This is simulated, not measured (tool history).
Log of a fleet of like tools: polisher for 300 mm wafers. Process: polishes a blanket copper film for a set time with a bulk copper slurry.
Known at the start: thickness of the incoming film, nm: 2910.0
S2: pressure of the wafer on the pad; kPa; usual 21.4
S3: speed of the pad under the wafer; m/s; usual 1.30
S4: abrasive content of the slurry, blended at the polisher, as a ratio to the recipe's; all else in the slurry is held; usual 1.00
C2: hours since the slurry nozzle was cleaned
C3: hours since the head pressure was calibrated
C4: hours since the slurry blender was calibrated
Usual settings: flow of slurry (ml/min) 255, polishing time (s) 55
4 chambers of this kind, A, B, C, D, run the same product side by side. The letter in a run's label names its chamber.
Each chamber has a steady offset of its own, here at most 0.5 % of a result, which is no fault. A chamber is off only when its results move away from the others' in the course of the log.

run 1D hour=5.0 | flow_of_slurry_(ml/min)=255 S2=21.4 S3=1.30 S4=1.00 polishing_time_(s)=55 | wafers_polished_on_this_pad=591 C2=187.5 C3=208.9 C4=250.5 | film_removed_(nm)=617.50
run 2A hour=10.9 | flow_of_slurry_(ml/min)=255 S2=21.4 S3=1.30 S4=1.00 polishing_time_(s)=55 | wafers_polished_on_this_pad=404 C2=686.0 C3=196.4 C4=182.1 | film_removed_(nm)=613.38
run 3C hour=16.2 | flow_of_slurry_(ml/min)=255 S2=21.4 S3=1.30 S4=1.00 polishing_time_(s)=55 | wafers_polished_on_this_pad=901 C2=135.0 C3=366.5 C4=203.8 | film_removed_(nm)=607.04
run 4B hour=22.3 | flow_of_slurry_(ml/min)=255 S2=21.4 S3=1.30 S4=1.00 polishing_time_(s)=55 | wafers_polished_on_this_pad=529 C2=154.9 C3=157.4 C4=372.6 | film_removed_(nm)=619.04
-- hour=28.9 chamber C: worn pad replaced by a new one
run 5B hour=29.5 | flow_of_slurry_(ml/min)=255 S2=21.4 S3=1.30 S4=1.00 polishing_time_(s)=55 | wafers_polished_on_this_pad=630 C2=162.1 C3=164.6 C4=379.8 | film_removed_(nm)=612.94
run 6C hour=37.2 | flow_of_slurry_(ml/min)=255 S2=21.4 S3=1.30 S4=1.00 polishing_time_(s)=55 | wafers_polished_on_this_pad=117 C2=156.0 C3=387.5 C4=224.8 | film_removed_(nm)=604.46
-- hour=41.1 chamber A: slurry blender recalibrated
run 7A hour=44.3 | flow_of_slurry_(ml/min)=255 S2=21.4 S3=1.30 S4=1.00 polishing_time_(s)=55 | wafers_polished_on_this_pad=874 C2=719.4 C3=229.8 C4=3.2 | film_removed_(nm)=615.03
-- hour=44.6 chamber C: slurry blender recalibrated
run 8D hour=50.1 | flow_of_slurry_(ml/min)=255 S2=21.4 S3=1.30 S4=1.00 polishing_time_(s)=55 | wafers_polished_on_this_pad=1226 C2=232.6 C3=254.0 C4=295.6 | film_removed_(nm)=598.57
run 9B hour=53.7 | flow_of_slurry_(ml/min)=170 S2=21.4 S3=1.30 S4=0.75 polishing_time_(s)=55 | wafers_polished_on_this_pad=970 C2=186.3 C3=188.8 C4=404.0 | film_removed_(nm)=547.32
-- hour=54.8 chamber D: worn pad replaced by a new one
run 10C hour=59.0 | flow_of_slurry_(ml/min)=170 S2=21.4 S3=1.30 S4=0.75 polishing_time_(s)=55 | wafers_polished_on_this_pad=424 C2=177.8 C3=409.3 C4=14.5 | film_removed_(nm)=550.33
-- hour=63.0 chamber A: worn pad replaced by a new one
-- hour=63.7 chamber B: slurry blender recalibrated
run 11A hour=64.3 | flow_of_slurry_(ml/min)=170 S2=21.4 S3=1.30 S4=0.75 polishing_time_(s)=55 | wafers_polished_on_this_pad=18 C2=739.4 C3=249.8 C4=23.2 | film_removed_(nm)=545.80
run 12D hour=69.1 | flow_of_slurry_(ml/min)=170 S2=21.4 S3=1.30 S4=0.75 polishing_time_(s)=55 | wafers_polished_on_this_pad=202 C2=251.6 C3=273.0 C4=314.6 | film_removed_(nm)=537.76
run 13D hour=76.9 | flow_of_slurry_(ml/min)=255 S2=21.4 S3=1.30 S4=1.00 polishing_time_(s)=55 | wafers_polished_on_this_pad=312 C2=259.4 C3=280.8 C4=322.4 | film_removed_(nm)=617.19
run 14B hour=82.3 | flow_of_slurry_(ml/min)=255 S2=21.4 S3=1.30 S4=1.00 polishing_time_(s)=55 | wafers_polished_on_this_pad=1373 C2=214.9 C3=217.4 C4=18.7 | film_removed_(nm)=614.83
-- hour=82.6 chamber B: worn pad replaced by a new one
run 15C hour=85.7 | flow_of_slurry_(ml/min)=255 S2=21.4 S3=1.30 S4=1.00 polishing_time_(s)=55 | wafers_polished_on_this_pad=799 C2=204.5 C3=436.0 C4=41.2 | film_removed_(nm)=618.05
run 16A hour=92.5 | flow_of_slurry_(ml/min)=255 S2=21.4 S3=1.30 S4=1.00 polishing_time_(s)=55 | wafers_polished_on_this_pad=415 C2=767.6 C3=278.0 C4=51.4 | film_removed_(nm)=617.98
-- hour=94.5 chamber C: worn pad replaced by a new one
run 17A hour=99.1 | flow_of_slurry_(ml/min)=255 S2=21.4 S3=1.30 S4=1.00 polishing_time_(s)=55 | wafers_polished_on_this_pad=508 C2=774.2 C3=284.6 C4=58.0 | film_removed_(nm)=611.08
run 18D hour=103.5 | flow_of_slurry_(ml/min)=255 S2=21.4 S3=1.30 S4=1.00 polishing_time_(s)=55 | wafers_polished_on_this_pad=686 C2=286.0 C3=307.4 C4=349.0 | film_removed_(nm)=616.19
run 19B hour=107.3 | flow_of_slurry_(ml/min)=255 S2=21.4 S3=1.30 S4=1.00 polishing_time_(s)=55 | wafers_polished_on_this_pad=348 C2=239.9 C3=242.4 C4=43.7 | film_removed_(nm)=620.44
run 20C hour=115.0 | flow_of_slurry_(ml/min)=255 S2=21.4 S3=1.30 S4=1.00 polishing_time_(s)=55 | wafers_polished_on_this_pad=289 C2=233.8 C3=465.3 C4=70.5 | film_removed_(nm)=610.51
run 21A hour=122.3 | flow_of_slurry_(ml/min)=255 S2=15.9 S3=1.30 S4=0.90 polishing_time_(s)=55 | wafers_polished_on_this_pad=834 C2=797.4 C3=307.8 C4=81.2 | film_removed_(nm)=443.86
run 22B hour=126.2 | flow_of_slurry_(ml/min)=255 S2=15.9 S3=1.30 S4=0.90 polishing_time_(s)=55 | wafers_polished_on_this_pad=614 C2=258.8 C3=261.3 C4=62.6 | film_removed_(nm)=439.50
-- hour=126.7 chamber B: slurry nozzle cleaned
-- hour=127.4 chamber C: head pressure recalibrated
run 23C hour=131.4 | flow_of_slurry_(ml/min)=255 S2=15.9 S3=1.30 S4=0.90 polishing_time_(s)=55 | wafers_polished_on_this_pad=520 C2=250.2 C3=4.1 C4=86.9 | film_removed_(nm)=445.05
-- hour=134.8 chamber A: slurry nozzle cleaned
run 24D hour=138.8 | flow_of_slurry_(ml/min)=255 S2=15.9 S3=1.30 S4=0.90 polishing_time_(s)=55 | wafers_polished_on_this_pad=1183 C2=321.3 C3=342.7 C4=384.3 | film_removed_(nm)=444.22
-- hour=141.7 chamber A: worn pad replaced by a new one
-- hour=142.7 chamber D: slurry blender recalibrated
run 25A hour=145.0 | flow_of_slurry_(ml/min)=255 S2=21.4 S3=1.30 S4=1.00 polishing_time_(s)=55 | wafers_polished_on_this_pad=46 C2=10.3 C3=330.5 C4=103.9 | film_removed_(nm)=611.35
-- hour=146.3 chamber D: worn pad replaced by a new one
run 26D hour=151.0 | flow_of_slurry_(ml/min)=255 S2=21.4 S3=1.30 S4=1.00 polishing_time_(s)=55 | wafers_polished_on_this_pad=67 C2=333.5 C3=354.9 C4=8.4 | film_removed_(nm)=605.99
run 27C hour=158.7 | flow_of_slurry_(ml/min)=255 S2=21.4 S3=1.30 S4=1.00 polishing_time_(s)=55 | wafers_polished_on_this_pad=904 C2=277.5 C3=31.4 C4=114.2 | film_removed_(nm)=617.83
-- hour=162.0 chamber C: worn pad replaced by a new one
run 28B hour=166.5 | flow_of_slurry_(ml/min)=255 S2=21.4 S3=1.30 S4=1.00 polishing_time_(s)=55 | wafers_polished_on_this_pad=1182 C2=39.8 C3=301.6 C4=102.9 | film_removed_(nm)=618.35
run 29B hour=173.9 | flow_of_slurry_(ml/min)=255 S2=21.4 S3=1.30 S4=1.00 polishing_time_(s)=55 | wafers_polished_on_this_pad=1286 C2=47.2 C3=309.0 C4=110.3 | film_removed_(nm)=607.12
-- hour=176.5 chamber B: worn pad replaced by a new one
run 30D hour=178.6 | flow_of_slurry_(ml/min)=255 S2=21.4 S3=1.30 S4=1.00 polishing_time_(s)=55 | wafers_polished_on_this_pad=455 C2=361.1 C3=382.5 C4=36.0 | film_removed_(nm)=612.31
run 31A hour=183.6 | flow_of_slurry_(ml/min)=340 S2=21.4 S3=1.30 S4=1.00 polishing_time_(s)=55 | wafers_polished_on_this_pad=589 C2=48.9 C3=369.1 C4=142.5 | film_removed_(nm)=617.96
run 32C hour=189.4 | flow_of_slurry_(ml/min)=340 S2=21.4 S3=1.30 S4=1.00 polishing_time_(s)=55 | wafers_polished_on_this_pad=386 C2=308.2 C3=62.1 C4=144.9 | film_removed_(nm)=629.89
run 33C hour=194.7 | flow_of_slurry_(ml/min)=340 S2=21.4 S3=1.30 S4=1.00 polishing_time_(s)=55 | wafers_polished_on_this_pad=460 C2=313.5 C3=67.4 C4=150.2 | film_removed_(nm)=630.50
run 34D hour=202.4 | flow_of_slurry_(ml/min)=340 S2=21.4 S3=1.30 S4=1.00 polishing_time_(s)=55 | wafers_polished_on_this_pad=790 C2=384.9 C3=406.3 C4=59.8 | film_removed_(nm)=618.70
run 35A hour=206.4 | flow_of_slurry_(ml/min)=255 S2=21.4 S3=1.30 S4=1.00 polishing_time_(s)=55 | wafers_polished_on_this_pad=910 C2=71.7 C3=391.9 C4=165.3 | film_removed_(nm)=612.66
run 36B hour=212.5 | flow_of_slurry_(ml/min)=255 S2=21.4 S3=1.30 S4=1.00 polishing_time_(s)=55 | wafers_polished_on_this_pad=507 C2=85.8 C3=347.6 C4=148.9 | film_removed_(nm)=610.68
run 37B hour=216.0 | flow_of_slurry_(ml/min)=255 S2=21.4 S3=1.04 S4=1.00 polishing_time_(s)=55 | wafers_polished_on_this_pad=556 C2=89.3 C3=351.1 C4=152.4 | film_removed_(nm)=497.09
-- hour=219.4 chamber A: worn pad replaced by a new one
run 38C hour=222.0 | flow_of_slurry_(ml/min)=255 S2=21.4 S3=1.04 S4=1.00 polishing_time_(s)=55 | wafers_polished_on_this_pad=845 C2=340.8 C3=94.7 C4=177.5 | film_removed_(nm)=494.23
run 39A hour=226.3 | flow_of_slurry_(ml/min)=255 S2=21.4 S3=1.04 S4=1.00 polishing_time_(s)=55 | wafers_polished_on_this_pad=97 C2=91.6 C3=411.8 C4=185.2 | film_removed_(nm)=484.55
run 40D hour=231.9 | flow_of_slurry_(ml/min)=255 S2=21.4 S3=1.04 S4=1.00 polishing_time_(s)=55 | wafers_polished_on_this_pad=1205 C2=414.4 C3=435.8 C4=89.3 | film_removed_(nm)=492.14
-- hour=238.6 chamber C: worn pad replaced by a new one
run 41C hour=239.6 | flow_of_slurry_(ml/min)=255 S2=21.4 S3=1.30 S4=1.00 polishing_time_(s)=55 | wafers_polished_on_this_pad=15 C2=358.4 C3=112.3 C4=195.1 | film_removed_(nm)=614.43
run 42D hour=246.0 | flow_of_slurry_(ml/min)=255 S2=21.4 S3=0.88 S4=1.00 polishing_time_(s)=55 | wafers_polished_on_this_pad=1404 C2=428.5 C3=449.9 C4=103.4 | film_removed_(nm)=411.47
run 43A hour=253.1 | flow_of_slurry_(ml/min)=255 S2=21.4 S3=0.88 S4=1.00 polishing_time_(s)=55 | wafers_polished_on_this_pad=474 C2=118.4 C3=438.6 C4=212.0 | film_removed_(nm)=408.72

Next, every chamber runs the same settings. What will each give?
run 44A hour=258.7 | flow_of_slurry_(ml/min)=255 S2=21.4 S3=1.30 S4=1.20 polishing_time_(s)=55 | film_removed_(nm)=?
run 44B hour=258.7 | flow_of_slurry_(ml/min)=255 S2=21.4 S3=1.30 S4=1.20 polishing_time_(s)=55 | film_removed_(nm)=?
run 44C hour=258.7 | flow_of_slurry_(ml/min)=255 S2=21.4 S3=1.30 S4=1.20 polishing_time_(s)=55 | film_removed_(nm)=?
run 44D hour=258.7 | flow_of_slurry_(ml/min)=255 S2=21.4 S3=1.30 S4=1.20 polishing_time_(s)=55 | film_removed_(nm)=?

run=44A film_removed_(nm)=631.98
run=44B film_removed_(nm)=638.59
run=44C film_removed_(nm)=628.88
run=44D film_removed_(nm)=635.84
